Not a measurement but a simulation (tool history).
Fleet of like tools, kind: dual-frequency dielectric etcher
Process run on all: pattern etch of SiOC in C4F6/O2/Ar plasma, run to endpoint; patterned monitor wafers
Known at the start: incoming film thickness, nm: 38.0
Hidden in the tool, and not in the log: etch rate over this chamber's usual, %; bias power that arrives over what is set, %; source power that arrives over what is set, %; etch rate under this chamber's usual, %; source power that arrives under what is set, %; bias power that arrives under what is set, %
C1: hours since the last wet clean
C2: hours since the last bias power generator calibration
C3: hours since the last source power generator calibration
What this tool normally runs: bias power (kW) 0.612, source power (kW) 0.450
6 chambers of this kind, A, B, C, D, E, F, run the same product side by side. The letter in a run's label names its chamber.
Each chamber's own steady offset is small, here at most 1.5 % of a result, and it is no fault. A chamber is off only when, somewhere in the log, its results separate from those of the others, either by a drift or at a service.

{"run": "1C", "hour": 2.8, "bias power (kW)": 0.612, "source power (kW)": 0.45, "C1": 101.1, "C2": 2536.3, "C3": 1768.7, "endpoint time (s)": 11.422}
{"run": "2A", "hour": 5.5, "bias power (kW)": 0.612, "source power (kW)": 0.45, "C1": 63.1, "C2": 747.8, "C3": 98.7, "endpoint time (s)": 11.335}
{"run": "3F", "hour": 9.0, "bias power (kW)": 0.612, "source power (kW)": 0.45, "C1": 299.0, "C2": 3714.5, "C3": 2539.7, "endpoint time (s)": 11.282}
{"run": "4D", "hour": 11.9, "bias power (kW)": 0.612, "source power (kW)": 0.45, "C1": 550.4, "C2": 2235.6, "C3": 3096.2, "endpoint time (s)": 11.248}
{"run": "5E", "hour": 15.9, "bias power (kW)": 0.612, "source power (kW)": 0.45, "C1": 378.3, "C2": 1653.2, "C3": 406.8, "endpoint time (s)": 11.204}
{"run": "6B", "hour": 18.1, "bias power (kW)": 0.612, "source power (kW)": 0.45, "C1": 139.9, "C2": 2865.7, "C3": 1544.0, "endpoint time (s)": 11.356}
{"run": "7C", "hour": 22.4, "bias power (kW)": 0.612, "source power (kW)": 0.45, "C1": 120.7, "C2": 2555.9, "C3": 1788.3, "endpoint time (s)": 11.367}
{"run": "8B", "hour": 24.9, "bias power (kW)": 0.612, "source power (kW)": 0.45, "C1": 146.7, "C2": 2872.5, "C3": 1550.8, "endpoint time (s)": 11.267}
{"run": "9D", "hour": 27.5, "bias power (kW)": 0.612, "source power (kW)": 0.45, "C1": 566.0, "C2": 2251.2, "C3": 3111.8, "endpoint time (s)": 11.206}
{"run": "10E", "hour": 31.1, "bias power (kW)": 0.612, "source power (kW)": 0.45, "C1": 393.5, "C2": 1668.4, "C3": 422.0, "endpoint time (s)": 11.256}
{"run": "11F", "hour": 33.7, "bias power (kW)": 0.612, "source power (kW)": 0.45, "C1": 323.7, "C2": 3739.2, "C3": 2564.4, "endpoint time (s)": 11.347}
{"run": "12A", "hour": 37.3, "bias power (kW)": 0.612, "source power (kW)": 0.45, "C1": 94.9, "C2": 779.6, "C3": 130.5, "endpoint time (s)": 11.357}
{"hour": 39.4, "done": "chamber F: bias power generator calibrated"}
{"run": "13A", "hour": 40.1, "bias power (kW)": 0.612, "source power (kW)": 0.45, "C1": 97.7, "C2": 782.4, "C3": 133.3, "endpoint time (s)": 11.316}
{"run": "14F", "hour": 44.7, "bias power (kW)": 0.612, "source power (kW)": 0.45, "C1": 334.7, "C2": 5.4, "C3": 2575.4, "endpoint time (s)": 11.596}
{"run": "15D", "hour": 46.8, "bias power (kW)": 0.612, "source power (kW)": 0.45, "C1": 585.3, "C2": 2270.5, "C3": 3131.1, "endpoint time (s)": 11.225}
{"run": "16C", "hour": 50.1, "bias power (kW)": 0.612, "source power (kW)": 0.45, "C1": 148.4, "C2": 2583.6, "C3": 1816.0, "endpoint time (s)": 11.495}
{"run": "17B", "hour": 52.9, "bias power (kW)": 0.612, "source power (kW)": 0.45, "C1": 174.7, "C2": 2900.5, "C3": 1578.8, "endpoint time (s)": 11.301}
{"run": "18E", "hour": 56.7, "bias power (kW)": 0.612, "source power (kW)": 0.45, "C1": 419.1, "C2": 1694.0, "C3": 447.6, "endpoint time (s)": 11.243}
{"run": "19D", "hour": 58.8, "bias power (kW)": 0.612, "source power (kW)": 0.45, "C1": 597.3, "C2": 2282.5, "C3": 3143.1, "endpoint time (s)": 11.247}
{"hour": 60.2, "done": "chamber D: wet clean of the chamber"}
{"run": "20F", "hour": 61.8, "bias power (kW)": 0.612, "source power (kW)": 0.45, "C1": 351.8, "C2": 22.5, "C3": 2592.5, "endpoint time (s)": 11.539}
{"run": "21A", "hour": 64.7, "bias power (kW)": 0.612, "source power (kW)": 0.45, "C1": 122.3, "C2": 807.0, "C3": 157.9, "endpoint time (s)": 11.376}
{"run": "22C", "hour": 66.8, "bias power (kW)": 0.507, "source power (kW)": 0.45, "C1": 165.1, "C2": 2600.3, "C3": 1832.7, "endpoint time (s)": 12.262}
{"run": "23E", "hour": 69.1, "bias power (kW)": 0.507, "source power (kW)": 0.45, "C1": 431.5, "C2": 1706.4, "C3": 460.0, "endpoint time (s)": 12.124}
{"run": "24B", "hour": 73.4, "bias power (kW)": 0.507, "source power (kW)": 0.45, "C1": 195.2, "C2": 2921.0, "C3": 1599.3, "endpoint time (s)": 12.167}
{"run": "25C", "hour": 77.0, "bias power (kW)": 0.507, "source power (kW)": 0.45, "C1": 175.3, "C2": 2610.5, "C3": 1842.9, "endpoint time (s)": 12.29}
{"run": "26D", "hour": 79.6, "bias power (kW)": 0.507, "source power (kW)": 0.45, "C1": 19.5, "C2": 2303.3, "C3": 3163.9, "endpoint time (s)": 12.032}
{"run": "27A", "hour": 82.0, "bias power (kW)": 0.507, "source power (kW)": 0.45, "C1": 139.6, "C2": 824.3, "C3": 175.2, "endpoint time (s)": 12.205}
{"run": "28E", "hour": 85.0, "bias power (kW)": 0.612, "source power (kW)": 0.45, "C1": 447.4, "C2": 1722.3, "C3": 475.9, "endpoint time (s)": 11.246}
{"run": "29F", "hour": 88.3, "bias power (kW)": 0.612, "source power (kW)": 0.45, "C1": 378.3, "C2": 49.0, "C3": 2619.0, "endpoint time (s)": 11.55}
{"run": "30B", "hour": 91.6, "bias power (kW)": 0.612, "source power (kW)": 0.45, "C1": 213.4, "C2": 2939.2, "C3": 1617.5, "endpoint time (s)": 11.348}
{"run": "31A", "hour": 93.9, "bias power (kW)": 0.553, "source power (kW)": 0.45, "C1": 151.5, "C2": 836.2, "C3": 187.1, "endpoint time (s)": 11.786}
{"hour": 98.2, "done": "chamber F: wet clean of the chamber"}
{"run": "32F", "hour": 98.4, "bias power (kW)": 0.553, "source power (kW)": 0.45, "C1": 0.2, "C2": 59.1, "C3": 2629.1, "endpoint time (s)": 12.05}
{"run": "33C", "hour": 100.4, "bias power (kW)": 0.553, "source power (kW)": 0.45, "C1": 198.7, "C2": 2633.9, "C3": 1866.3, "endpoint time (s)": 11.796}
{"run": "34B", "hour": 103.3, "bias power (kW)": 0.553, "source power (kW)": 0.45, "C1": 225.1, "C2": 2950.9, "C3": 1629.2, "endpoint time (s)": 11.752}
{"run": "35D", "hour": 107.8, "bias power (kW)": 0.553, "source power (kW)": 0.45, "C1": 47.7, "C2": 2331.5, "C3": 3192.1, "endpoint time (s)": 11.603}
{"run": "36E", "hour": 110.4, "bias power (kW)": 0.553, "source power (kW)": 0.45, "C1": 472.8, "C2": 1747.7, "C3": 501.3, "endpoint time (s)": 11.714}
{"run": "37B", "hour": 114.6, "bias power (kW)": 0.534, "source power (kW)": 0.45, "C1": 236.4, "C2": 2962.2, "C3": 1640.5, "endpoint time (s)": 11.951}
{"run": "38C", "hour": 116.7, "bias power (kW)": 0.534, "source power (kW)": 0.45, "C1": 215.0, "C2": 2650.2, "C3": 1882.6, "endpoint time (s)": 11.989}

One chamber off, gauge drift, or nothing amiss beyond the chambers' own small offsets? If it is a chamber, which one, and what is the likeliest cause?

Chamber F came out of a service off from its peers and stayed that way.
Most likely cause: bias power that arrives under what is set, % = 4.65.

Chamber F could run next with any of the 4 candidate recipes listed below; each alters the usual settings, and their results appear as question marks. Which one brings its results back in line with what the other chambers deliver on the usual settings?
Counts as in line when no further than this from what the other chambers average on the usual settings: endpoint time (s) 0.120
{"run": "39F-1", "hour": 120.0, "bias power (kW)": 0.548, "source power (kW)": 0.45, "endpoint time (s)": "?"}
{"run": "39F-2", "hour": 120.0, "bias power (kW)": 0.594, "source power (kW)": 0.44, "endpoint time (s)": "?"}
{"run": "39F-3", "hour": 120.0, "bias power (kW)": 0.63, "source power (kW)": 0.46, "endpoint time (s)": "?"}
{"run": "39F-4", "hour": 120.0, "bias power (kW)": 0.612, "source power (kW)": 0.5, "endpoint time (s)": "?"}

The other chambers' mean on the usual settings: endpoint time (s) 11.307
run=39F-1 endpoint_time_(s)=12.056
run=39F-2 endpoint_time_(s)=11.791
run=39F-3 endpoint_time_(s)=11.343
run=39F-4 endpoint_time_(s)=11.125
The answer is 39F-3, which returns the chamber to within the allowed miss of the others.
